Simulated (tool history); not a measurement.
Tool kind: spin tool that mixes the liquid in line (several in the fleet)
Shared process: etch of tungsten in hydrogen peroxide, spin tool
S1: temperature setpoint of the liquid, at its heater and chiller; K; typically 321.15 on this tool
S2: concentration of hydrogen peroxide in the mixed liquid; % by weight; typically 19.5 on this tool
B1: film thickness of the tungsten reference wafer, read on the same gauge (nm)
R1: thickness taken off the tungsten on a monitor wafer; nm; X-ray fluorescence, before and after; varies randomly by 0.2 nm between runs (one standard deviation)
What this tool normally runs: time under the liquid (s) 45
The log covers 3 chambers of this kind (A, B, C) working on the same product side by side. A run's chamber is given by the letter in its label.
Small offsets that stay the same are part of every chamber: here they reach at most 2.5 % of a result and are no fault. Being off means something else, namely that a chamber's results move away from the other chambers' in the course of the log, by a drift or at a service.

-- hour=2.5 chamber A: new drum of peroxide connected
run 1A hour=8.5 | S1=321.15 S2=19.5 time_under_the_liquid_(s)=45 | B1=59.951 | R1=39.954
run 2C hour=20.1 | S1=321.15 S2=19.5 time_under_the_liquid_(s)=45 | B1=60.015 | R1=39.996
run 3B hour=27 | S1=321.15 S2=19.5 time_under_the_liquid_(s)=45 | B1=60.028 | R1=39.095
run 4B hour=37.6 | S1=321.15 S2=19.5 time_under_the_liquid_(s)=45 | B1=59.98 | R1=39.192
run 5C hour=48.1 | S1=321.15 S2=19.5 time_under_the_liquid_(s)=45 | B1=59.981 | R1=39.727
run 6A hour=58 | S1=321.15 S2=19.5 time_under_the_liquid_(s)=45 | B1=60.001 | R1=39.959
run 7B hour=72.2 | S1=330.65 S2=19.5 time_under_the_liquid_(s)=45 | B1=59.958 | R1=68.768
run 8A hour=80.9 | S1=330.65 S2=19.5 time_under_the_liquid_(s)=45 | B1=60.063 | R1=71.342
run 9C hour=95.6 | S1=330.65 S2=19.5 time_under_the_liquid_(s)=45 | B1=60.013 | R1=70.133
run 10B hour=103.4 | S1=321.15 S2=21.5 time_under_the_liquid_(s)=25 | B1=60.003 | R1=22.983
run 11A hour=111.3 | S1=321.15 S2=21.5 time_under_the_liquid_(s)=25 | B1=60.036 | R1=23.316
run 12C hour=124.2 | S1=321.15 S2=21.5 time_under_the_liquid_(s)=25 | B1=59.961 | R1=23.132
run 13B hour=136.7 | S1=321.15 S2=19.5 time_under_the_liquid_(s)=45 | B1=60.04 | R1=39.122
run 14A hour=146 | S1=321.15 S2=19.5 time_under_the_liquid_(s)=45 | B1=59.992 | R1=39.63
-- hour=150.6 chamber B: peroxide flow meter replaced
run 15C hour=156.9 | S1=321.15 S2=19.5 time_under_the_liquid_(s)=45 | B1=59.958 | R1=39.922
run 16B hour=169.2 | S1=321.15 S2=19.5 time_under_the_liquid_(s)=45 | B1=60.036 | R1=39.12
-- hour=174.8 chamber C: new drum of peroxide connected
-- hour=179.6 chamber A: peroxide flow meter replaced
run 17A hour=180.8 | S1=321.15 S2=19.5 time_under_the_liquid_(s)=45 | B1=60.014 | R1=40.092
run 18C hour=192.7 | S1=321.15 S2=19.5 time_under_the_liquid_(s)=45 | B1=59.978 | R1=39.98
run 19C hour=204.5 | S1=321.15 S2=19.5 time_under_the_liquid_(s)=45 | B1=60.026 | R1=39.784
run 20B hour=216.6 | S1=321.15 S2=19.5 time_under_the_liquid_(s)=45 | B1=59.993 | R1=39.443
run 21A hour=229.8 | S1=312.15 S2=19.5 time_under_the_liquid_(s)=55 | B1=60.02 | R1=27.199
run 22A hour=237.4 | S1=312.15 S2=19.5 time_under_the_liquid_(s)=55 | B1=60.012 | R1=27.455
run 23C hour=244.6 | S1=312.15 S2=19.5 time_under_the_liquid_(s)=55 | B1=59.95 | R1=27.431
run 24B hour=257.4 | S1=321.15 S2=19.5 time_under_the_liquid_(s)=45 | B1=59.968 | R1=39.173
run 25B hour=270.9 | S1=321.15 S2=19.5 time_under_the_liquid_(s)=45 | B1=60.022 | R1=38.793

Read the log: is a single chamber off, either drifting away or since a service, is the gauge that measures every chamber drifting, or is nothing wrong beyond small per-chamber offsets? Name any odd chamber and what most likely caused it.

Neither any chamber nor the gauge drifts; the chambers differ only by their own small, steady offsets.

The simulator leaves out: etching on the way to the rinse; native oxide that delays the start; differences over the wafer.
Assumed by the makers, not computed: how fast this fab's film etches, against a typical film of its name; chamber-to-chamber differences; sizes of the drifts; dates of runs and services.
